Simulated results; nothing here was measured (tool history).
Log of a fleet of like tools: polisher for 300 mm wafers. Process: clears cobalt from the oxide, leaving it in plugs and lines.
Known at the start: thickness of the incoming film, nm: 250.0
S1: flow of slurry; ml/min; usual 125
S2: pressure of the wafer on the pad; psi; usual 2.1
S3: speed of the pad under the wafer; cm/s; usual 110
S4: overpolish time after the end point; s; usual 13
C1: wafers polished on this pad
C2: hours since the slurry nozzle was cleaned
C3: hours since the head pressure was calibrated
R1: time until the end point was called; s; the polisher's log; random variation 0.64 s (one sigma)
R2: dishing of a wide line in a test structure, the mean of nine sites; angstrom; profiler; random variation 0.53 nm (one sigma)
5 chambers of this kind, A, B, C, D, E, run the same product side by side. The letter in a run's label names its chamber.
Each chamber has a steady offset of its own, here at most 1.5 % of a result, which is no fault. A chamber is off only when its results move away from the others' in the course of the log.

run     day   S1   S2   S3  S4    C1     C2     C3      R1      R2
      0.058  -- chamber B: worn pad replaced by a new one
      0.167  -- chamber A: slurry nozzle cleaned
 1A   0.417  125  2.1  110  13   703    6.0  635.4  46.687  386.70
 2B   0.721  125  2.1  110  13   120   59.2  113.0  48.192  403.47
 3C   1.192  125  2.1  110  13   598  301.3  178.2  47.085  393.24
 4D   1.617  125  2.1  110  13   477  295.8  615.7  47.383  398.28
 5E   1.929  125  2.1  110   8   704  637.6  830.8  47.289  300.79
 6D   2.467  125  2.1  110   8   632  316.2  636.1  47.768  292.69
      2.633  -- chamber A: worn pad replaced by a new one
 7C   2.888  125  2.1  110   8   906  342.0  218.9  47.200  287.53
 8A   3.142  125  2.1  110   8    92   71.4  700.8  48.060  295.16
 9E   3.692  125  2.1  110   8  1025  679.9  873.1  46.986  292.51
10B   4.183  125  2.1  110  13   751  142.3  196.1  46.415  400.70
11C   4.488  125  2.1  110  13  1197  380.4  257.3  47.417  386.56
      4.883  -- chamber D: worn pad replaced by a new one
12B   4.942  125  2.1  110  13   889  160.5  214.3  48.874  383.04
13D   5.225  125  2.1  110  13    62  382.4  702.3  48.032  399.38
14E   5.679  125  2.1  110  13  1386  727.6  920.8  47.595  391.91
15A   6.021  125  2.1  110  13   616  140.5  769.9  46.738  399.68
16B   6.408  125  2.1  110  13  1155  195.7  249.5  47.960  393.59
      6.417  -- chamber C: slurry nozzle cleaned
      6.683  -- chamber E: worn pad replaced by a new one
17E   6.921  125  2.1  110  13    43  757.4  950.6  47.888  389.86
18D   7.462  125  2.1  110  13   469  436.1  756.0  47.461  402.30
19C   7.804  125  2.1  110  13  1801   33.3  336.9  49.216  383.22
      8.012  -- chamber B: worn pad replaced by a new one
20A   8.067  125  2.1  110  13   988  189.6  819.0  46.692  389.80
      8.429  -- chamber E: head pressure recalibrated
21B   8.475  125  2.1  110  13    84  245.3  299.1  47.559  394.08
      8.558  -- chamber A: worn pad replaced by a new one
      8.567  -- chamber E: slurry nozzle cleaned
22D   8.892  125  2.1  110  13   729  470.4  790.3  48.193  401.41
      9.117  -- chamber B: slurry nozzle cleaned
23A   9.138  125  2.1  110  13   105  215.3  844.7  47.612  401.02
      9.162  -- chamber D: slurry nozzle cleaned
24E   9.500  125  2.1  110  13   513   22.5   25.8  46.925  385.88
25C   9.738  125  2.1  110  13  2153   79.7  383.3  49.989  379.06
26E   9.979  125  2.1  110  13   600   34.0   37.3  47.844  390.66
27B  10.471  125  2.1  110  13   447   32.6  347.0  46.792  398.26
28C  10.842  125  2.1  110  13  2354  106.2  409.8  50.662  361.66
29A  11.188  125  2.1  110  13   478  264.5  893.9  47.349  388.70
     11.296  -- chamber D: worn pad replaced by a new one
30D  11.738  125  2.1  110  13    80   61.8  858.6  47.062  397.96
31B  12.017  125  2.1  110  13   729   69.7  384.1  47.848  388.28
32A  12.321  125  2.1  110  13   684  291.7  921.1  46.926  394.55
33C  12.608  125  2.1  110  13  2675  148.6  452.2  51.738  375.88

All 5 chambers run these settings next. Forecast each chamber's results:
34A  13.000  125  2.1  110   6               ?   ?
34B  13.000  125  2.1  110   6               ?   ?
34C  13.000  125  2.1  110   6               ?   ?
34D  13.000  125  2.1  110   6               ?   ?
34E  13.000  125  2.1  110   6               ?   ?

run      R1      R2
34A  47.135  239.58
34B  47.591  242.29
34C  52.286  220.57
34D  48.444  241.57
34E  46.828  239.58

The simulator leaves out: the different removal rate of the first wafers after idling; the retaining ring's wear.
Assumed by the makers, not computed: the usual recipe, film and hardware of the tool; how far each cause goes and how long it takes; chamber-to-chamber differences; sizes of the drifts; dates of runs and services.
